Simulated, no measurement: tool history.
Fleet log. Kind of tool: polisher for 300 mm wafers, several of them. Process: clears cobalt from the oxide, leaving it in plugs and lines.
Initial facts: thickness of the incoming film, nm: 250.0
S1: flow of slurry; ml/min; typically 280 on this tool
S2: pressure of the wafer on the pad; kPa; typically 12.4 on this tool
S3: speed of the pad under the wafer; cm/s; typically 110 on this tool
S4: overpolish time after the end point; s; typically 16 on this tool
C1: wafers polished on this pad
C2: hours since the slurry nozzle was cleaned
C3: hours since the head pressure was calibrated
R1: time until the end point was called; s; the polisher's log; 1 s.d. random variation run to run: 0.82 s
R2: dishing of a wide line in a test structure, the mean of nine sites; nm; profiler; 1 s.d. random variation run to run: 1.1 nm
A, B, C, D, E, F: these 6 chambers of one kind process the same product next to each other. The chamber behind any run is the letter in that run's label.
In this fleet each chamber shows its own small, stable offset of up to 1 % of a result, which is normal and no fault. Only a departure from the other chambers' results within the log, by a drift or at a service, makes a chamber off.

run   hour   S1    S2   S3  S4    C1     C2      C3      R1      R2
 1B   12.0  280  12.4  110  16   187  522.5   424.4  50.199  56.596
 2A   26.5  280  12.4  110  16  1023   47.4   180.0  50.667  56.223
 3E   34.5  280  12.4  110  16   691   82.6    59.1  49.685  56.256
      37.3  -- chamber D: slurry nozzle cleaned
      42.1  -- chamber C: worn pad replaced by a new one
      47.6  -- chamber D: worn pad replaced by a new one
 4D   47.9  280  12.4  110  16     2   10.6   290.1  48.638  58.034
 5F   55.2  280  12.4  110  16   882   89.7  1374.2  50.213  55.583
      57.3  -- chamber F: head pressure recalibrated
      59.2  -- chamber A: worn pad replaced by a new one
 6C   62.4  280  12.4  110  16   175   68.7  1358.7  48.368  56.168
      63.4  -- chamber F: worn pad replaced by a new one
      70.2  -- chamber C: head pressure recalibrated
 7B   72.0  280  12.4  110  16   704  582.5   484.4  49.859  54.794
      73.9  -- chamber B: worn pad replaced by a new one
 8A   79.0  280  12.4  110  16   170   99.9   232.5  49.958  55.331
      91.9  -- chamber E: worn pad replaced by a new one
 9E   92.6  280  12.4  110  16     6  140.7   117.2  49.470  55.125
      96.8  -- chamber D: head pressure recalibrated
10F  103.2  280  12.4  110  16   343  137.7    45.9  50.114  55.287
11D  117.3  280  12.4   92   7   600   80.0    20.5  59.016  25.695
12C  127.8  280  12.4   92   7   739  134.1    57.6  58.487  25.045
13D  135.8  280  12.4   92   7   760   98.5    39.0  59.405  25.503
14A  142.5  280  12.4   92   7   718  163.4   296.0  58.924  25.993
15E  154.4  280  12.4   92   7   538  202.5   179.0  58.957  25.126
     155.2  -- chamber B: worn pad replaced by a new one
     163.7  -- chamber F: worn pad replaced by a new one
16C  168.7  280  12.4   92   7  1091  175.0    98.5  57.819  26.623
     175.2  -- chamber C: worn pad replaced by a new one
17F  182.8  280  12.4  110  16   164  217.3   125.5  48.582  57.696
18B  189.6  280  12.4  110  16   296  700.1   602.0  51.087  57.250
     193.2  -- chamber D: worn pad replaced by a new one
19F  196.4  280  12.4  110  16   281  230.9   139.1  48.547  57.274
20D  204.7  280  12.4  110  16    99  167.4   107.9  49.909  56.384
     206.1  -- chamber A: worn pad replaced by a new one
21C  213.9  280  12.4  110  16   334  220.2   143.7  50.755  55.079
22B  222.1  280  12.4  110  16   576  732.6   634.5  48.979  57.972
     225.2  -- chamber A: head pressure recalibrated
23E  236.0  280  12.4  110  16  1242  284.1   260.6  49.960  56.927
     238.3  -- chamber E: worn pad replaced by a new one
24A  243.5  280  11.0  110  10   323  264.4    18.4  56.528  35.770
25D  253.9  280  11.0  110  10   523  216.6   157.1  56.468  36.670
     254.0  -- chamber B: worn pad replaced by a new one
26F  265.3  280  11.0  110  10   875  299.8   208.0  55.847  35.492
     272.0  -- chamber F: worn pad replaced by a new one
27E  278.5  280  11.0  110  10   346  326.6   303.1  55.951  36.590
28B  290.4  280  11.0  110  10   313  800.9   702.8  56.878  37.111
29A  304.8  280  11.0  110  10   851  325.7    79.7  55.884  36.321
     314.5  -- chamber C: worn pad replaced by a new one
30C  316.7  280  12.4  110  16    19  323.0   246.5  48.932  56.207
     326.0  -- chamber D: worn pad replaced by a new one
31C  328.9  280  12.4  110  16   124  335.2   258.7  49.737  57.091
32D  342.3  310  10.3  110  16   141  305.0   245.5  59.237  52.055
     347.5  -- chamber B: worn pad replaced by a new one
     350.9  -- chamber B: slurry nozzle cleaned
     351.9  -- chamber A: worn pad replaced by a new one
33E  353.2  310  10.3  110  16   990  401.3   377.8  57.403  49.355
34A  365.6  310  10.3  110  16   118  386.5   140.5  59.213  49.656
     370.8  -- chamber F: worn pad replaced by a new one
     376.9  -- chamber E: worn pad replaced by a new one
35F  379.7  310  10.3  110  16    77  414.2   322.4  56.630  49.140
36B  388.1  310  10.3  110  16   350   37.2   800.5  60.104  49.177
     388.4  -- chamber D: slurry nozzle cleaned
37E  397.7  310  10.3  110  16   180  445.8   422.3  61.429  49.663
     401.9  -- chamber B: head pressure recalibrated
     402.7  -- chamber A: slurry nozzle cleaned
38B  406.8  280  12.4  110  16   511   55.9     4.9  48.223  58.278
39A  421.2  280  12.4  110  16   597   18.6   196.1  50.265  55.980
40D  427.4  280  12.4  110  16   874   39.0   330.6  49.911  55.731

All chambers now run identical settings, listed one chamber a line with results as question marks. What results will each chamber show?
41A  437.8  280  12.4  110  16               ?   ?
41B  437.8  280  12.4  110  16               ?   ?
41C  437.8  280  12.4  110  16               ?   ?
41D  437.8  280  12.4  110  16               ?   ?
41E  437.8  280  12.4  110  16               ?   ?
41F  437.8  280  12.4  110  16               ?   ?

run      R1      R2
41A  51.519  57.297
41B  49.496  55.683
41C  50.015  56.189
41D  49.312  55.045
41E  50.070  56.930
41F  49.298  54.644
